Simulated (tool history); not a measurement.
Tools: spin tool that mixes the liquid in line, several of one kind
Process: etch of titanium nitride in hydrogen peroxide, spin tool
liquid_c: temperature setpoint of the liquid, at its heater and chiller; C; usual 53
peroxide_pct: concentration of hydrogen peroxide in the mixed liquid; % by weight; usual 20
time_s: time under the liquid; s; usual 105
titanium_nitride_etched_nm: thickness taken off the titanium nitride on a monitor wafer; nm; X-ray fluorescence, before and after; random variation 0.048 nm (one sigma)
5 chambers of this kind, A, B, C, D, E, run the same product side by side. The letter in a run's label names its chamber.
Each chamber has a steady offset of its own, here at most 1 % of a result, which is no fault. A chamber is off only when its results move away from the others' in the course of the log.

run,hour,liquid_c,peroxide_pct,time_s,hours since the thermometer was replaced,hours since the peroxide flow meter was replaced,hours since the heated supply line was repaired,hours since the drum of peroxide was connected,"read-back film thickness of the titanium nitride reference wafer, read on the same gauge (nm)",titanium_nitride_etched_nm
# hour 2.6: chamber D: heated supply line repaired
1E,6.7,53,20,105,1047.1,835.6,1341.7,724.9,130.03,5.1616
2B,13.2,53,20,105,278.2,126.8,37.5,127.6,130,5.3141
3C,18.3,53,20,105,1013.6,829.1,799.7,180.7,129.99,5.2599
4A,23.4,53,20,105,264,729.7,3623.8,367.7,129.98,5.3222
5D,29.7,53,20,105,1477.4,201.7,27.2,1015.4,129.98,5.2235
6C,34,53,20,105,1029.3,844.8,815.4,196.4,130.01,5.3746
7E,43.3,53,20,145,1083.7,872.2,1378.3,761.5,130,7.1907
8A,50,53,20,145,290.6,756.3,3650.4,394.3,130.01,7.3044
9B,58.9,53,20,145,323.9,172.5,83.2,173.3,129.99,7.2518
10D,65.1,53,20,145,1512.8,237.1,62.6,1050.8,130,7.2599
11E,70.4,53,20,145,1110.8,899.3,1405.4,788.6,130,7.1473
12D,77.2,53,20,105,1524.9,249.2,74.7,1062.9,129.99,5.284
# hour 78.9: chamber A: heated supply line repaired
13C,83.3,53,20,105,1078.6,894.1,864.7,245.7,130.01,5.374
14A,91,53,20,105,331.6,797.3,12.2,435.3,130.01,5.2527
15B,97.6,53,20,105,362.6,211.2,121.9,212,130.01,5.2561
16A,104.5,53,20,105,345.1,810.8,25.7,448.8,129.99,5.3866
17C,109.8,53,20,105,1105.1,920.6,891.2,272.2,130.03,5.3195
18B,114.6,53,20,105,379.6,228.2,138.9,229,130.02,5.3497
# hour 115.5: chamber A: new drum of peroxide connected
19E,119,53,15,105,1159.4,947.9,1454,837.2,130,4.9488
20D,124.5,53,15,105,1572.2,296.5,122,1110.2,130.01,5.051
21B,128.8,53,15,105,393.8,242.4,153.1,243.2,130,4.9329
22C,133.1,53,15,105,1128.4,943.9,914.5,295.5,130.03,4.8837
23E,141.6,53,15,105,1182,970.5,1476.6,859.8,130.01,4.893
24D,150.7,53,20,105,1598.4,322.7,148.2,1136.4,129.99,5.5359
25A,159,53,20,105,399.6,865.3,80.2,43.6,130.01,5.2074
26A,164.7,53,20,105,405.3,871,85.9,49.3,130.01,5.2653
27B,170.1,53,16,105,435.1,283.7,194.4,284.5,130.01,4.9545
28D,178.4,53,16,105,1626.1,350.4,175.9,1164.1,130,5.2886
29E,183.1,53,16,105,1223.5,1012,1518.1,901.3,129.99,4.9933
30C,187.6,53,16,105,1182.9,998.4,969,350,130,5.0079
31E,192.9,53,16,105,1233.3,1021.8,1527.9,911.1,130.01,4.9208
32B,200.1,53,20,105,465.1,313.7,224.4,314.5,129.98,5.1809
33C,209.3,53,20,105,1204.6,1020.1,990.7,371.7,129.99,5.2109
# hour 212.8: chamber A: thermometer replaced
34A,218.4,53,20,105,5.7,924.7,139.6,103,130.02,5.2888
35D,227.2,53,20,105,1674.9,399.2,224.7,1212.9,130.01,5.6862
36C,235.9,53,20,105,1231.2,1046.7,1017.3,398.3,130.01,5.3205
37E,241.5,53,20,105,1281.9,1070.4,1576.5,959.7,130,5.1774
38B,245.8,53,20,105,510.8,359.4,270.1,360.2,130.01,5.2573
39A,254,53,20,105,41.3,960.3,175.2,138.6,130.01,5.2696
# hour 257.1: chamber B: thermometer replaced
40D,262.7,53,20,105,1710.4,434.7,260.2,1248.4,130,5.8198
41C,271.1,59,20,145,1266.4,1081.9,1052.5,433.5,130,11.151
42B,275.5,59,20,145,18.5,389.1,299.8,389.9,130,11.083

All 5 chambers run these settings next. Forecast each chamber's results:
43A,282.2,53,20,105,,,,,,?
43B,282.2,53,20,105,,,,,,?
43C,282.2,53,20,105,,,,,,?
43D,282.2,53,20,105,,,,,,?
43E,282.2,53,20,105,,,,,,?

run,titanium_nitride_etched_nm
43A,5.2366
43B,5.2183
43C,5.2746
43D,5.8997
43E,5.2449
